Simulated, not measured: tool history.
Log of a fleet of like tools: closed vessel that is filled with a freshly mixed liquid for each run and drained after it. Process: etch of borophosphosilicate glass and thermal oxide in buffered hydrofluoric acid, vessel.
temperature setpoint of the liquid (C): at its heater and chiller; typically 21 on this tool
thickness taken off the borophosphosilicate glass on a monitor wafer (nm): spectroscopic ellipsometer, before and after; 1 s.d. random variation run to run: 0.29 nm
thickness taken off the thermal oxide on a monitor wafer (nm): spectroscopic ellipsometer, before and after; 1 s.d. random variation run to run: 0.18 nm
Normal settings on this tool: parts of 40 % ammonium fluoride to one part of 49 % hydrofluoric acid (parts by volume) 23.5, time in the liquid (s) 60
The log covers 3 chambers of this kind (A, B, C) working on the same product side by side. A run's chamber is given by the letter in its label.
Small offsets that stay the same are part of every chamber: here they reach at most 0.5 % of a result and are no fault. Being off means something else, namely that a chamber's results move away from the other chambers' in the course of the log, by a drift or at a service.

| run | hour | temperature setpoint of the liquid (C) | parts of 40 % ammonium fluoride to one part of 49 % hydrofluoric acid (parts by volume) | time in the liquid (s) | hours since the thermometer was replaced | hours since the hydrofluoric acid flow meter was replaced | read-back film thickness of the borophosphosilicate glass reference wafer, read on the same gauge (nm) | read-back film thickness of the thermal oxide reference wafer, read on the same gauge (nm) | thickness taken off the borophosphosilicate glass on a monitor wafer (nm) | thickness taken off the thermal oxide on a monitor wafer (nm) |
|---|---|---|---|---|---|---|---|---|---|---|
| 1C | 14.6 | 21 | 23.5 | 60 | 150.3 | 903.6 | 130.02 | 140.03 | 55.115 | 25.657 |
| 2B | 29.2 | 21 | 23.5 | 60 | 111.1 | 439 | 130.04 | 139.94 | 55.439 | 25.471 |
| 3A | 44.4 | 21 | 23.5 | 60 | 274.9 | 100.1 | 129.99 | 140.02 | 55.594 | 25.531 |
| 4B | 58.3 | 21 | 23.5 | 60 | 140.2 | 468.1 | 130.01 | 140 | 55.362 | 25.487 |
| 5C | 73.5 | 21 | 23.5 | 60 | 209.2 | 962.5 | 129.99 | 140.07 | 54.922 | 25.79 |
| 6A | 88.6 | 21 | 23.5 | 60 | 319.1 | 144.3 | 130.03 | 140.01 | 55.477 | 25.549 |
| 7C | 103 | 21 | 23.5 | 60 | 238.7 | 992 | 129.98 | 140.01 | 55.055 | 25.224 |
| 8B | 117.3 | 21 | 23.5 | 60 | 199.2 | 527.1 | 130.01 | 140.04 | 55.593 | 25.714 |
| 9A | 129.7 | 21 | 23.5 | 60 | 360.2 | 185.4 | 129.98 | 139.95 | 55.109 | 25.859 |
| 10B | 136.4 | 21 | 23.5 | 60 | 218.3 | 546.2 | 129.98 | 139.97 | 55.769 | 25.527 |
| 11A | 146.3 | 21 | 23.5 | 60 | 376.8 | 202 | 129.97 | 140.02 | 55.585 | 25.396 |
| 12C | 156.5 | 21 | 23.5 | 50 | 292.2 | 1045.5 | 129.97 | 139.99 | 45.604 | 21.277 |
| 13C | 169.9 | 21 | 23.5 | 50 | 305.6 | 1058.9 | 129.99 | 139.93 | 45.755 | 21.245 |
| 14B | 182.7 | 21 | 23.5 | 50 | 264.6 | 592.5 | 130.01 | 140 | 46.171 | 21.226 |
| 15A | 191.4 | 21 | 23.5 | 60 | 421.9 | 247.1 | 129.97 | 139.98 | 54.912 | 25.489 |
| 16B | 200.1 | 21 | 23.5 | 60 | 282 | 609.9 | 129.97 | 140 | 55.238 | 25.533 |
| 17C | 213.8 | 25 | 23.5 | 45 | 349.5 | 1102.8 | 130 | 139.99 | 51.045 | 23.875 |
| 18A | 221.2 | 25 | 23.5 | 45 | 451.7 | 276.9 | 130.01 | 140.04 | 51.586 | 23.796 |
| 19B | 235.8 | 25 | 23.5 | 45 | 317.7 | 645.6 | 130 | 139.97 | 51.865 | 23.955 |
| 20A | 249.5 | 21 | 23.5 | 60 | 480 | 305.2 | 130.06 | 140.02 | 55.364 | 25.546 |
| 21C | 263.9 | 21 | 23.5 | 60 | 399.6 | 1152.9 | 130.02 | 140.03 | 54.637 | 25.674 |
| 22A | 274.7 | 21 | 23.5 | 60 | 505.2 | 330.4 | 130 | 140.03 | 55.294 | 25.931 |
| 23C | 289.4 | 21 | 23.5 | 60 | 425.1 | 1178.4 | 130.02 | 140.03 | 54.548 | 25.703 |
| 24B | 300.6 | 21 | 23.5 | 60 | 382.5 | 710.4 | 129.99 | 139.98 | 55.635 | 25.77 |
| 25A | 315 | 21 | 23.5 | 60 | 545.5 | 370.7 | 130.01 | 140.01 | 55.435 | 25.476 |
| 26B | 324.3 | 21 | 23.5 | 60 | 406.2 | 734.1 | 130.01 | 140.01 | 55.861 | 26.167 |
| 27C | 335 | 21 | 23.5 | 60 | 470.7 | 1224 | 129.98 | 139.95 | 54.921 | 25.837 |
| 28C | 342.2 | 21 | 23.5 | 60 | 477.9 | 1231.2 | 129.98 | 140.03 | 54.35 | 25.329 |
| 29A | 356.7 | 21 | 23.5 | 60 | 587.2 | 412.4 | 130.05 | 140.02 | 55.438 | 25.348 |
| 30B | 367 | 21 | 23.5 | 60 | 448.9 | 776.8 | 130.05 | 140 | 55.431 | 25.589 |

Which is it: a chamber that has drifted or been left off by a service, a gauge drift common to all chambers, or only each chamber's usual small offset? If a chamber is off, name it and its likeliest cause.

Neither any chamber nor the gauge drifts; the chambers differ only by their own small, steady offsets.
